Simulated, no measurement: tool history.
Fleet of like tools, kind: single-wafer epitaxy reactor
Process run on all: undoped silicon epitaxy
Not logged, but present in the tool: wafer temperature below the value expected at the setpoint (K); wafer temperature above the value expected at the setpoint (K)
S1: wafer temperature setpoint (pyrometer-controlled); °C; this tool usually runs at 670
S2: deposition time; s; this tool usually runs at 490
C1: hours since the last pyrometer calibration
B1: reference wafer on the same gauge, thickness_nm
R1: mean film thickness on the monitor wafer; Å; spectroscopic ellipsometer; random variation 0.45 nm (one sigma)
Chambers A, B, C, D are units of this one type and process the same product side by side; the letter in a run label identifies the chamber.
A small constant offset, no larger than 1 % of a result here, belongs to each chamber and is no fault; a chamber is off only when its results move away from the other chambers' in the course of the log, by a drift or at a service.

Run 1D, hour 8.2: usual settings; C1 381; B1 121.02. Result: R1 1256.4 Å.
Run 2A, hour 16.4: usual settings; C1 1888.3; B1 120.98. Result: R1 1247 Å.
Run 3B, hour 23.1: usual settings; C1 1707.2; B1 120.96. Result: R1 1261.4 Å.
Run 4C, hour 30.1: usual settings; C1 1723.3; B1 121.03. Result: R1 1265.4 Å.
Run 5C, hour 37.6: usual settings; C1 1730.8; B1 120.94. Result: R1 1266.6 Å.
Run 6B, hour 44.4: usual settings; C1 1728.5; B1 121.01. Result: R1 1269.2 Å.
Run 7A, hour 51.4: usual settings; C1 1923.3; B1 120.97. Result: R1 1253.3 Å.
Run 8D, hour 56.3: usual settings; C1 429.1; B1 121.11. Result: R1 1249.8 Å.
Run 9D, hour 64.1: usual settings; C1 436.9; B1 121.04. Result: R1 1249.4 Å.
Run 10C, hour 71.7: usual settings; C1 1764.9; B1 120.97. Result: R1 1270.7 Å.
Run 11B, hour 77.3: usual settings; C1 1761.4; B1 120.97. Result: R1 1258.5 Å.
Run 12A, hour 84.7: usual settings; C1 1956.6; B1 121.05. Result: R1 1249.9 Å.
Run 13C, hour 92.4: usual settings; C1 1785.6; B1 120.92. Result: R1 1265.5 Å.
Run 14B, hour 96.7: usual settings; C1 1780.8; B1 120.94. Result: R1 1260.2 Å.
Run 15A, hour 102: usual settings but S1 658 °C, S2 564 s; C1 1973.9; B1 120.99. Result: R1 1120 Å.
Run 16D, hour 108.6: usual settings but S1 658 °C, S2 564 s; C1 481.4; B1 120.99. Result: R1 1113.4 Å.
Run 17A, hour 113.2: usual settings but S1 658 °C, S2 564 s; C1 1985.1; B1 121.01. Result: R1 1122.8 Å.
Run 18C, hour 122: usual settings but S1 658 °C, S2 564 s; C1 1815.2; B1 121.09. Result: R1 1133.6 Å.
Run 19B, hour 127.2: usual settings; C1 1811.3; B1 120.88. Result: R1 1261.8 Å.
Run 20D, hour 131.2: usual settings; C1 504; B1 121.09. Result: R1 1256 Å.
Run 21C, hour 137.3: usual settings; C1 1830.5; B1 121.06. Result: R1 1269.8 Å.
Run 22A, hour 143.6: usual settings but S1 683 °C, S2 437 s; C1 2015.5; B1 120.93. Result: R1 1454.2 Å.
Run 23D, hour 147.8: usual settings but S1 683 °C, S2 437 s; C1 520.6; B1 120.93. Result: R1 1466.8 Å.
Run 24B, hour 153.9: usual settings but S1 683 °C, S2 437 s; C1 1838; B1 120.99. Result: R1 1470.5 Å.
Run 25A, hour 160: usual settings but S1 683 °C, S2 437 s; C1 2031.9; B1 120.99. Result: R1 1452.4 Å.
Run 26C, hour 165.1: usual settings; C1 1858.3; B1 120.98. Result: R1 1266.7 Å.

What goes on in this fleet: one chamber off, a drifting gauge, or nothing beyond the chambers' own small offsets? Name the chamber and the cause, if any.

Neither any chamber nor the gauge drifts; the chambers differ only by their own small, steady offsets.
